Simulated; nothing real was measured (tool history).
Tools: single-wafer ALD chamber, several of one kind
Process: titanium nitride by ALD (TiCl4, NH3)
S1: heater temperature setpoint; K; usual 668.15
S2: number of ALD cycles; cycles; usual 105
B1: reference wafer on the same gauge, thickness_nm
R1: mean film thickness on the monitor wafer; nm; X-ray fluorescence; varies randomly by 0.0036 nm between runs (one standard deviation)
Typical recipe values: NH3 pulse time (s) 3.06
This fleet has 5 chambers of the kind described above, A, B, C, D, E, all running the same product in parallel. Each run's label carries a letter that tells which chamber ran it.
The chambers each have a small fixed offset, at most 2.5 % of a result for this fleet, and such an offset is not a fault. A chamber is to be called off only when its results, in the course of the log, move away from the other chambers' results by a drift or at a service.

{"run": "1B", "day": 0.283, "S1": 668.15, "S2": 105, "NH3 pulse time (s)": 3.06, "B1": 2.0802, "R1": 2.336}
{"run": "2A", "day": 0.6, "S1": 668.15, "S2": 105, "NH3 pulse time (s)": 3.06, "B1": 2.0796, "R1": 2.3627}
{"run": "3D", "day": 0.992, "S1": 668.15, "S2": 105, "NH3 pulse time (s)": 3.06, "B1": 2.0809, "R1": 2.3516}
{"day": 1.096, "done": "chamber D: thermocouple changed; heater temperature recalibrated"}
{"run": "4C", "day": 1.321, "S1": 668.15, "S2": 105, "NH3 pulse time (s)": 3.06, "B1": 2.0826, "R1": 2.3578}
{"run": "5E", "day": 1.675, "S1": 673.15, "S2": 105, "NH3 pulse time (s)": 3.06, "B1": 2.0814, "R1": 2.4031}
{"day": 1.762, "done": "chamber C: thermocouple changed; heater temperature recalibrated"}
{"run": "6C", "day": 2.042, "S1": 673.15, "S2": 105, "NH3 pulse time (s)": 3.06, "B1": 2.0826, "R1": 2.3603}
{"day": 2.279, "done": "chamber B: thermocouple changed; heater temperature recalibrated"}
{"run": "7B", "day": 2.442, "S1": 673.15, "S2": 105, "NH3 pulse time (s)": 3.06, "B1": 2.083, "R1": 2.3487}
{"run": "8A", "day": 2.688, "S1": 673.15, "S2": 105, "NH3 pulse time (s)": 3.06, "B1": 2.0828, "R1": 2.3756}
{"run": "9E", "day": 3.038, "S1": 673.15, "S2": 105, "NH3 pulse time (s)": 3.06, "B1": 2.0838, "R1": 2.4096}
{"run": "10D", "day": 3.312, "S1": 668.15, "S2": 105, "NH3 pulse time (s)": 2.2, "B1": 2.0838, "R1": 2.3184}
{"run": "11A", "day": 3.658, "S1": 668.15, "S2": 105, "NH3 pulse time (s)": 2.2, "B1": 2.0841, "R1": 2.3369}
{"run": "12C", "day": 4.0, "S1": 668.15, "S2": 105, "NH3 pulse time (s)": 2.2, "B1": 2.0849, "R1": 2.3262}
{"run": "13D", "day": 4.371, "S1": 668.15, "S2": 105, "NH3 pulse time (s)": 2.2, "B1": 2.0852, "R1": 2.3232}
{"run": "14B", "day": 4.688, "S1": 668.15, "S2": 105, "NH3 pulse time (s)": 2.2, "B1": 2.0858, "R1": 2.3055}
{"run": "15E", "day": 4.871, "S1": 668.15, "S2": 105, "NH3 pulse time (s)": 3.06, "B1": 2.0859, "R1": 2.3942}
{"run": "16E", "day": 5.279, "S1": 668.15, "S2": 105, "NH3 pulse time (s)": 3.06, "B1": 2.0857, "R1": 2.3986}
{"run": "17D", "day": 5.542, "S1": 660.15, "S2": 105, "NH3 pulse time (s)": 3.55, "B1": 2.0866, "R1": 2.3627}
{"run": "18A", "day": 5.821, "S1": 660.15, "S2": 105, "NH3 pulse time (s)": 3.55, "B1": 2.0867, "R1": 2.3741}
{"run": "19C", "day": 6.025, "S1": 660.15, "S2": 105, "NH3 pulse time (s)": 3.55, "B1": 2.0872, "R1": 2.3644}
{"run": "20B", "day": 6.221, "S1": 660.15, "S2": 105, "NH3 pulse time (s)": 3.55, "B1": 2.0872, "R1": 2.3475}
{"run": "21A", "day": 6.538, "S1": 660.15, "S2": 105, "NH3 pulse time (s)": 3.55, "B1": 2.0868, "R1": 2.3733}
{"run": "22E", "day": 6.938, "S1": 668.15, "S2": 105, "NH3 pulse time (s)": 3.06, "B1": 2.088, "R1": 2.396}
{"run": "23D", "day": 7.158, "S1": 668.15, "S2": 105, "NH3 pulse time (s)": 3.06, "B1": 2.0882, "R1": 2.3636}
{"run": "24B", "day": 7.438, "S1": 668.15, "S2": 105, "NH3 pulse time (s)": 3.06, "B1": 2.0885, "R1": 2.3442}
{"run": "25C", "day": 7.821, "S1": 668.15, "S2": 105, "NH3 pulse time (s)": 3.06, "B1": 2.0889, "R1": 2.3613}
{"run": "26C", "day": 8.142, "S1": 668.15, "S2": 105, "NH3 pulse time (s)": 3.06, "B1": 2.0894, "R1": 2.3617}
{"run": "27D", "day": 8.446, "S1": 668.15, "S2": 105, "NH3 pulse time (s)": 3.06, "B1": 2.0901, "R1": 2.3591}
{"run": "28E", "day": 8.746, "S1": 668.15, "S2": 105, "NH3 pulse time (s)": 3.06, "B1": 2.0897, "R1": 2.4005}
{"run": "29A", "day": 9.129, "S1": 668.15, "S2": 105, "NH3 pulse time (s)": 3.06, "B1": 2.0907, "R1": 2.3706}
{"run": "30B", "day": 9.333, "S1": 668.15, "S2": 105, "NH3 pulse time (s)": 3.06, "B1": 2.0905, "R1": 2.3503}
{"run": "31A", "day": 9.592, "S1": 668.15, "S2": 105, "NH3 pulse time (s)": 3.06, "B1": 2.0906, "R1": 2.3755}
{"run": "32E", "day": 9.933, "S1": 668.15, "S2": 122, "NH3 pulse time (s)": 3.61, "B1": 2.0911, "R1": 2.8079}
{"run": "33B", "day": 10.15, "S1": 668.15, "S2": 122, "NH3 pulse time (s)": 3.61, "B1": 2.0926, "R1": 2.749}
{"run": "34C", "day": 10.429, "S1": 668.15, "S2": 122, "NH3 pulse time (s)": 3.61, "B1": 2.0918, "R1": 2.7664}
{"run": "35D", "day": 10.729, "S1": 668.15, "S2": 122, "NH3 pulse time (s)": 3.61, "B1": 2.093, "R1": 2.7632}
{"run": "36A", "day": 10.988, "S1": 668.15, "S2": 122, "NH3 pulse time (s)": 3.61, "B1": 2.0924, "R1": 2.7696}

For the next run the whole fleet of 5 chambers uses the same settings. Give each chamber's results:
{"run": "37A", "day": 11.279, "S1": 668.15, "S2": 105, "NH3 pulse time (s)": 3.06, "R1": "?"}
{"run": "37B", "day": 11.279, "S1": 668.15, "S2": 105, "NH3 pulse time (s)": 3.06, "R1": "?"}
{"run": "37C", "day": 11.279, "S1": 668.15, "S2": 105, "NH3 pulse time (s)": 3.06, "R1": "?"}
{"run": "37D", "day": 11.279, "S1": 668.15, "S2": 105, "NH3 pulse time (s)": 3.06, "R1": "?"}
{"run": "37E", "day": 11.279, "S1": 668.15, "S2": 105, "NH3 pulse time (s)": 3.06, "R1": "?"}

run=37A R1=2.3799
run=37B R1=2.3512
run=37C R1=2.368
run=37D R1=2.368
run=37E R1=2.4059

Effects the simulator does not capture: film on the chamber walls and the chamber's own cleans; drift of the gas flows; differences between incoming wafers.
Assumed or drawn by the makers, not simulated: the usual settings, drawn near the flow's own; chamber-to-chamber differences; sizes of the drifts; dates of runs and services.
